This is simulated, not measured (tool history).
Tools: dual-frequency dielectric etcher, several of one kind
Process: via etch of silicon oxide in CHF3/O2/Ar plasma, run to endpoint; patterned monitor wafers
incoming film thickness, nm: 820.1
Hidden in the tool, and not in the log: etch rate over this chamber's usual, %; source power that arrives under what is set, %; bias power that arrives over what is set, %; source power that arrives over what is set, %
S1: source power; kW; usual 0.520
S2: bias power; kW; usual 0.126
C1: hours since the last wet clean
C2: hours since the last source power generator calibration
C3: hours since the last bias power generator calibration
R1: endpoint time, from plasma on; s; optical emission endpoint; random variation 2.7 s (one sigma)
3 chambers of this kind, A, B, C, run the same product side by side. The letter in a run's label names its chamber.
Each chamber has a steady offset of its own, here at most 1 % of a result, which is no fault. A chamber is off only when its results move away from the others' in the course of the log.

{"run": "1C", "hour": 7.0, "S1": 0.52, "S2": 0.126, "C1": 191.2, "C2": 1149.2, "C3": 713.6, "R1": 490.19}
{"run": "2A", "hour": 13.1, "S1": 0.52, "S2": 0.126, "C1": 412.4, "C2": 1435.5, "C3": 342.8, "R1": 497.31}
{"run": "3B", "hour": 17.0, "S1": 0.52, "S2": 0.126, "C1": 515.0, "C2": 398.0, "C3": 3071.2, "R1": 492.47}
{"run": "4A", "hour": 21.0, "S1": 0.52, "S2": 0.126, "C1": 420.3, "C2": 1443.4, "C3": 350.7, "R1": 490.78}
{"run": "5B", "hour": 27.2, "S1": 0.47, "S2": 0.096, "C1": 525.2, "C2": 408.2, "C3": 3081.4, "R1": 554.42}
{"run": "6C", "hour": 32.9, "S1": 0.47, "S2": 0.096, "C1": 217.1, "C2": 1175.1, "C3": 739.5, "R1": 551.45}
{"run": "7B", "hour": 37.8, "S1": 0.47, "S2": 0.096, "C1": 535.8, "C2": 418.8, "C3": 3092.0, "R1": 547.76}
{"run": "8C", "hour": 44.3, "S1": 0.52, "S2": 0.126, "C1": 228.5, "C2": 1186.5, "C3": 750.9, "R1": 490.34}
{"run": "9A", "hour": 49.2, "S1": 0.52, "S2": 0.126, "C1": 448.5, "C2": 1471.6, "C3": 378.9, "R1": 494.08}
{"run": "10C", "hour": 53.9, "S1": 0.52, "S2": 0.126, "C1": 238.1, "C2": 1196.1, "C3": 760.5, "R1": 491.6}
{"run": "11B", "hour": 60.7, "S1": 0.52, "S2": 0.126, "C1": 558.7, "C2": 441.7, "C3": 3114.9, "R1": 485.22}
{"run": "12A", "hour": 64.6, "S1": 0.52, "S2": 0.126, "C1": 463.9, "C2": 1487.0, "C3": 394.3, "R1": 494.8}
{"run": "13B", "hour": 68.4, "S1": 0.52, "S2": 0.126, "C1": 566.4, "C2": 449.4, "C3": 3122.6, "R1": 490.92}
{"run": "14C", "hour": 74.9, "S1": 0.52, "S2": 0.126, "C1": 259.1, "C2": 1217.1, "C3": 781.5, "R1": 493.08}
{"run": "15A", "hour": 82.3, "S1": 0.52, "S2": 0.126, "C1": 481.6, "C2": 1504.7, "C3": 412.0, "R1": 489.08}
{"run": "16B", "hour": 89.1, "S1": 0.52, "S2": 0.126, "C1": 587.1, "C2": 470.1, "C3": 3143.3, "R1": 492.36}
{"run": "17A", "hour": 94.7, "S1": 0.52, "S2": 0.126, "C1": 494.0, "C2": 1517.1, "C3": 424.4, "R1": 500.89}
{"run": "18C", "hour": 98.5, "S1": 0.52, "S2": 0.126, "C1": 282.7, "C2": 1240.7, "C3": 805.1, "R1": 487.91}
{"run": "19B", "hour": 102.0, "S1": 0.52, "S2": 0.126, "C1": 600.0, "C2": 483.0, "C3": 3156.2, "R1": 489.73}
{"hour": 105.4, "done": "chamber B: wet clean of the chamber"}
{"run": "20C", "hour": 106.7, "S1": 0.52, "S2": 0.126, "C1": 290.9, "C2": 1248.9, "C3": 813.3, "R1": 490.24}
{"run": "21A", "hour": 110.7, "S1": 0.52, "S2": 0.126, "C1": 510.0, "C2": 1533.1, "C3": 440.4, "R1": 493.83}
{"run": "22C", "hour": 115.9, "S1": 0.52, "S2": 0.126, "C1": 300.1, "C2": 1258.1, "C3": 822.5, "R1": 487.59}
{"run": "23B", "hour": 121.7, "S1": 0.52, "S2": 0.126, "C1": 16.3, "C2": 502.7, "C3": 3175.9, "R1": 486.04}
{"run": "24A", "hour": 129.3, "S1": 0.52, "S2": 0.126, "C1": 528.6, "C2": 1551.7, "C3": 459.0, "R1": 496.02}
{"run": "25A", "hour": 134.6, "S1": 0.52, "S2": 0.126, "C1": 533.9, "C2": 1557.0, "C3": 464.3, "R1": 490.7}

All 3 chambers run these settings next. Forecast each chamber's results:
{"run": "26A", "hour": 140.2, "S1": 0.46, "S2": 0.126, "R1": "?"}
{"run": "26B", "hour": 140.2, "S1": 0.46, "S2": 0.126, "R1": "?"}
{"run": "26C", "hour": 140.2, "S1": 0.46, "S2": 0.126, "R1": "?"}

run=26A R1=517.63
run=26B R1=511.79
run=26C R1=513.69
